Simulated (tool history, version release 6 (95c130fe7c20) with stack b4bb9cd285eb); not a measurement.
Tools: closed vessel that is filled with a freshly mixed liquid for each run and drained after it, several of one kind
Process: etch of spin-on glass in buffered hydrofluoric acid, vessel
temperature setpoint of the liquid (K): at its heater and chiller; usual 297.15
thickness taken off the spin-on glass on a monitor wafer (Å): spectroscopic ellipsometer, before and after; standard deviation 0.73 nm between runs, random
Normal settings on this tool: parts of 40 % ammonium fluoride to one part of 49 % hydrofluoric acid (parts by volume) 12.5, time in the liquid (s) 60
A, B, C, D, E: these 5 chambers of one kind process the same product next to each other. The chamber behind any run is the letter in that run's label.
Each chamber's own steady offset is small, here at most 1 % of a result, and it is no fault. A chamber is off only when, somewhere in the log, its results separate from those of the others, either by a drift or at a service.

run,hour,temperature setpoint of the liquid (K),parts of 40 % ammonium fluoride to one part of 49 % hydrofluoric acid (parts by volume),time in the liquid (s),"read-back film thickness of the spin-on glass reference wafer, read on the same gauge (nm)",thickness taken off the spin-on glass on a monitor wafer (Å)
1A,11.3,297.15,12.5,60,80.034,1187.20
2E,18.5,297.15,12.5,60,80.019,1192.10
3B,28.6,297.15,12.5,60,80.021,1195.00
4D,35.3,297.15,12.5,60,80.004,1194.00
5C,46.2,297.15,12.5,85,80.058,1674.10
6E,51.9,297.15,12.5,85,79.981,1685.30
7A,61.7,297.15,12.5,85,79.998,1669.10
8C,72.4,297.15,12.5,85,79.992,1658.20
9D,83.5,297.15,12.5,85,80.021,1689.60
10B,92.2,297.15,12.5,60,79.971,1185.10
11B,98.5,297.15,12.5,60,80.036,1189.40
12A,104.2,297.15,12.5,60,79.993,1184.40
# hour 105.6: chamber B: thermometer replaced
13C,110.9,297.15,12.5,60,80.013,1158.30
14D,120.7,297.15,12.5,60,79.996,1176.00
15E,130.7,299.15,8.5,60,79.992,1864.60
16B,137.5,299.15,8.5,60,80.025,1875.80
17C,147.9,299.15,8.5,60,80.016,1830.50
# hour 148.1: chamber A: thermometer replaced
18E,155.9,299.15,8.5,60,79.949,1860.00
19A,163.3,299.15,8.5,60,79.952,1889.50
20D,169.6,297.15,12.5,60,80.014,1192.80
21B,176.8,297.15,12.5,60,79.994,1197.70
22D,187.9,297.15,12.5,60,79.963,1205.30
# hour 188.2: chamber A: hydrofluoric acid flow meter replaced
23A,199.2,297.15,12.5,60,80.046,1193.50
24E,208.8,297.15,12.5,60,79.983,1200.50
25C,213.9,292.65,12.5,35,79.984,511.74
26C,220.8,292.65,12.5,35,79.996,508.71
27E,229.9,292.65,12.5,35,79.991,541.69
28D,239.5,292.65,12.5,35,80.006,541.02
29A,246.6,292.65,12.5,35,80.007,544.36
30B,252.7,297.15,12.5,60,80.019,1189.30
31A,263.1,300.65,8.5,60,80.013,2021.30
32C,272.1,300.65,8.5,60,79.966,1894.70
33D,278.1,300.65,8.5,60,79.973,2031.80
34E,288.0,300.65,8.5,60,79.950,2018.20
35B,296.4,300.65,8.5,60,80.010,2037.60
36A,303.6,297.15,12.5,60,79.990,1185.40
37E,309.3,297.15,12.5,60,79.998,1197.10
38C,315.2,297.15,12.5,60,80.004,1085.50

Each of the 5 chambers runs these same settings next. Fill in every chamber's results:
39A,323.4,297.15,12.5,60,,?
39B,323.4,297.15,12.5,60,,?
39C,323.4,297.15,12.5,60,,?
39D,323.4,297.15,12.5,60,,?
39E,323.4,297.15,12.5,60,,?

run,thickness taken off the spin-on glass on a monitor wafer (Å)
39A,1193.30
39B,1194.10
39C,1094.00
39D,1186.30
39E,1193.10

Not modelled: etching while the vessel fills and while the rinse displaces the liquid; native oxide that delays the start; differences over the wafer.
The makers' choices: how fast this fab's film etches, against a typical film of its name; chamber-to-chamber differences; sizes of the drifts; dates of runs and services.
